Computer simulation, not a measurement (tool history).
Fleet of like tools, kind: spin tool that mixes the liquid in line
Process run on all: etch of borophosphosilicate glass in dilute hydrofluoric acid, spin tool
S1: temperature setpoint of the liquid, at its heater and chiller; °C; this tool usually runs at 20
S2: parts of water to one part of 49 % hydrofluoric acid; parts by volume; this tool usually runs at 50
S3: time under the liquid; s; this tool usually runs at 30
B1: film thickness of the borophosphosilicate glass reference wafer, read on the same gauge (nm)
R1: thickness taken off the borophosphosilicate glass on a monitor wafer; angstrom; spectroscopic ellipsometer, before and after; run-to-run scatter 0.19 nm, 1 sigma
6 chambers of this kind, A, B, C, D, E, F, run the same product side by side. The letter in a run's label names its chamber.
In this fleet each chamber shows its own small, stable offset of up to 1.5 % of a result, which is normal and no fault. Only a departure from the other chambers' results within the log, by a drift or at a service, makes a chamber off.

run 1A hour=11.6 | S1=20 S2=50 S3=30 | B1=139.98 | R1=196.94
run 2B hour=21.5 | S1=20 S2=50 S3=30 | B1=139.98 | R1=197.87
run 3D hour=28.9 | S1=20 S2=50 S3=30 | B1=139.98 | R1=199.59
run 4E hour=35.4 | S1=20 S2=50 S3=30 | B1=140.01 | R1=199.07
run 5F hour=47.2 | S1=20 S2=50 S3=30 | B1=140.04 | R1=199.59
run 6C hour=61.7 | S1=18.5 S2=30 S3=30 | B1=140 | R1=322.9
run 7F hour=70.3 | S1=18.5 S2=30 S3=30 | B1=140 | R1=313.81
-- hour=76.6 chamber B: hydrofluoric acid flow meter replaced
run 8D hour=84.2 | S1=18.5 S2=30 S3=30 | B1=139.97 | R1=312.25
run 9A hour=90.9 | S1=18.5 S2=30 S3=30 | B1=139.98 | R1=319.06
run 10C hour=98.4 | S1=18.5 S2=30 S3=30 | B1=139.98 | R1=318.61
run 11B hour=110.4 | S1=18.5 S2=30 S3=30 | B1=140.02 | R1=317.53
run 12E hour=122.4 | S1=20 S2=50 S3=30 | B1=139.97 | R1=200.45
run 13E hour=129.1 | S1=23.5 S2=50 S3=45 | B1=140 | R1=344.43
run 14D hour=138.9 | S1=23.5 S2=50 S3=45 | B1=139.95 | R1=341.56
-- hour=149.3 chamber A: thermometer replaced
run 15A hour=152.1 | S1=23.5 S2=50 S3=45 | B1=140.01 | R1=334.26
run 16F hour=159.8 | S1=23.5 S2=50 S3=45 | B1=139.98 | R1=344.05
run 17B hour=171.1 | S1=23.5 S2=50 S3=45 | B1=139.99 | R1=343.61
run 18C hour=181.4 | S1=23.5 S2=50 S3=45 | B1=140.02 | R1=341.17
run 19B hour=192 | S1=20 S2=50 S3=30 | B1=139.99 | R1=197.47
run 20F hour=206.3 | S1=24.5 S2=50 S3=45 | B1=139.95 | R1=351.91
run 21E hour=215.4 | S1=24.5 S2=50 S3=45 | B1=139.98 | R1=355.75
run 22D hour=228.4 | S1=24.5 S2=50 S3=45 | B1=139.99 | R1=358.44
run 23C hour=238.5 | S1=24.5 S2=50 S3=45 | B1=140.02 | R1=346.99
run 24A hour=247.3 | S1=24.5 S2=50 S3=45 | B1=139.99 | R1=353.03
-- hour=252.2 chamber D: hydrofluoric acid flow meter replaced
run 25F hour=256.2 | S1=24.5 S2=50 S3=45 | B1=140.01 | R1=357.04
run 26B hour=262.8 | S1=20 S2=50 S3=30 | B1=140.02 | R1=195.08
run 27C hour=274.5 | S1=20 S2=50 S3=30 | B1=139.97 | R1=187.75
run 28D hour=284 | S1=20 S2=50 S3=30 | B1=140.01 | R1=199.51
run 29E hour=294.5 | S1=20 S2=50 S3=30 | B1=140.03 | R1=196.17
run 30A hour=301 | S1=23 S2=60 S3=30 | B1=140 | R1=181.67
run 31A hour=311.9 | S1=23 S2=60 S3=30 | B1=139.99 | R1=182.13
run 32B hour=319 | S1=23 S2=60 S3=30 | B1=139.97 | R1=183.64
run 33D hour=329.6 | S1=23 S2=60 S3=30 | B1=140.01 | R1=184.89
run 34E hour=338.7 | S1=23 S2=60 S3=30 | B1=140.03 | R1=182.05
-- hour=345 chamber F: hydrofluoric acid flow meter replaced
run 35C hour=351.4 | S1=23 S2=60 S3=30 | B1=140.03 | R1=172.14
run 36F hour=360 | S1=20 S2=50 S3=30 | B1=139.95 | R1=194.98
run 37C hour=374 | S1=20 S2=50 S3=30 | B1=139.98 | R1=184.78
run 38A hour=380.9 | S1=20 S2=50 S3=30 | B1=139.99 | R1=198.17
run 39D hour=389.4 | S1=20 S2=50 S3=30 | B1=140 | R1=196.4
run 40B hour=400.8 | S1=20 S2=50 S3=30 | B1=140 | R1=194.95

For the next run the whole fleet of 6 chambers uses the same settings. Give each chamber's results:
run 41A hour=411.3 | S1=20 S2=50 S3=20 | R1=?
run 41B hour=411.3 | S1=20 S2=50 S3=20 | R1=?
run 41C hour=411.3 | S1=20 S2=50 S3=20 | R1=?
run 41D hour=411.3 | S1=20 S2=50 S3=20 | R1=?
run 41E hour=411.3 | S1=20 S2=50 S3=20 | R1=?
run 41F hour=411.3 | S1=20 S2=50 S3=20 | R1=?

run=41A R1=129.1
run=41B R1=131.9
run=41C R1=121.73
run=41D R1=134.5
run=41E R1=134.13
run=41F R1=133.49
